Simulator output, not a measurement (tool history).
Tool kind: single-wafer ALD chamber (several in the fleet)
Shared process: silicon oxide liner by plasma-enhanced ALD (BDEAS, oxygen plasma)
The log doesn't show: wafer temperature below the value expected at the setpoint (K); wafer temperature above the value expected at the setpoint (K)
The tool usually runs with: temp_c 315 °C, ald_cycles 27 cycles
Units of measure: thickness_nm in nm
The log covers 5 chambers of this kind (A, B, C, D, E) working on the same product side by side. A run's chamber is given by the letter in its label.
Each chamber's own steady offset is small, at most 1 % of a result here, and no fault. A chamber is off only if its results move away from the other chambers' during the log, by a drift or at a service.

run   hour  temp_c  ald_cycles  hours since the last thermocouple change  read-back reference wafer on the same gauge, thickness_nm  thickness_nm
 1E    7.7     315          27                                    2021.3                                                     2.6966        2.4957
 2C   13.7     315          27                                    1310.1                                                     2.6993        2.4342
 3D   18.9     315          27                                     223.1                                                     2.6983        2.4372
 4B   25.8     315          27                                     255.7                                                     2.7021        2.4855
 5A   34.2     315          27                                     547.5                                                     2.7025        2.4622
 6A   38.5     315          27                                     551.8                                                     2.7003        2.4723
 7D   47.2     315          27                                     251.4                                                     2.6992        2.4444
 8C   55.2     315          27                                    1351.6                                                     2.7028         2.419
 9E   63.2     327          31                                    2076.8                                                     2.6973        2.8065
10B   67.3     327          31                                     297.2                                                     2.7026        2.7783
11A   76.3     327          31                                     589.6                                                     2.6989        2.7756
12D   83.2     327          31                                     287.4                                                     2.6983        2.7734
13B   87.7     327          31                                     317.6                                                     2.7019        2.7897
14C   92.8     315          27                                    1389.2                                                     2.7027        2.4553
15E  100.3     315          27                                    2113.9                                                     2.6995        2.4791
16B  107.8     315          27                                     337.7                                                     2.7019        2.4741
17D  114.3     315          27                                     318.5                                                     2.7051        2.4526
18C  119.9     315          27                                    1416.3                                                     2.7016        2.4603
19E  126.1     315          27                                    2139.7                                                     2.6979        2.4809
20A  133.2     315          27                                     646.5                                                     2.7012        2.4703
21A  141.3     315          27                                     654.6                                                     2.6986        2.4475
22D  146.4     315          27                                     350.6                                                     2.6996        2.4314
23E  152.8     315          27                                    2166.4                                                     2.6978        2.4765
24B  157.3     315          27                                     387.2                                                     2.7001        2.4735
25C  162.2     315          22                                    1458.6                                                      2.702        1.9975
26C  170.2     315          22                                    1466.6                                                     2.7003        1.9831
27E  177.7     315          22                                    2191.3                                                     2.6992        2.0428
28A  186.4     315          22                                     699.7                                                     2.7006        2.0002
29D  191.2     315          22                                     395.4                                                     2.7012        1.9814
30B  198.5     315          27                                     428.4                                                     2.7003        2.4608

Which is it: a chamber that has drifted or been left off by a service, a gauge drift common to all chambers, or only each chamber's usual small offset? If a chamber is off, name it and its likeliest cause.

Neither any chamber nor the gauge drifts; the chambers differ only by their own small, steady offsets.
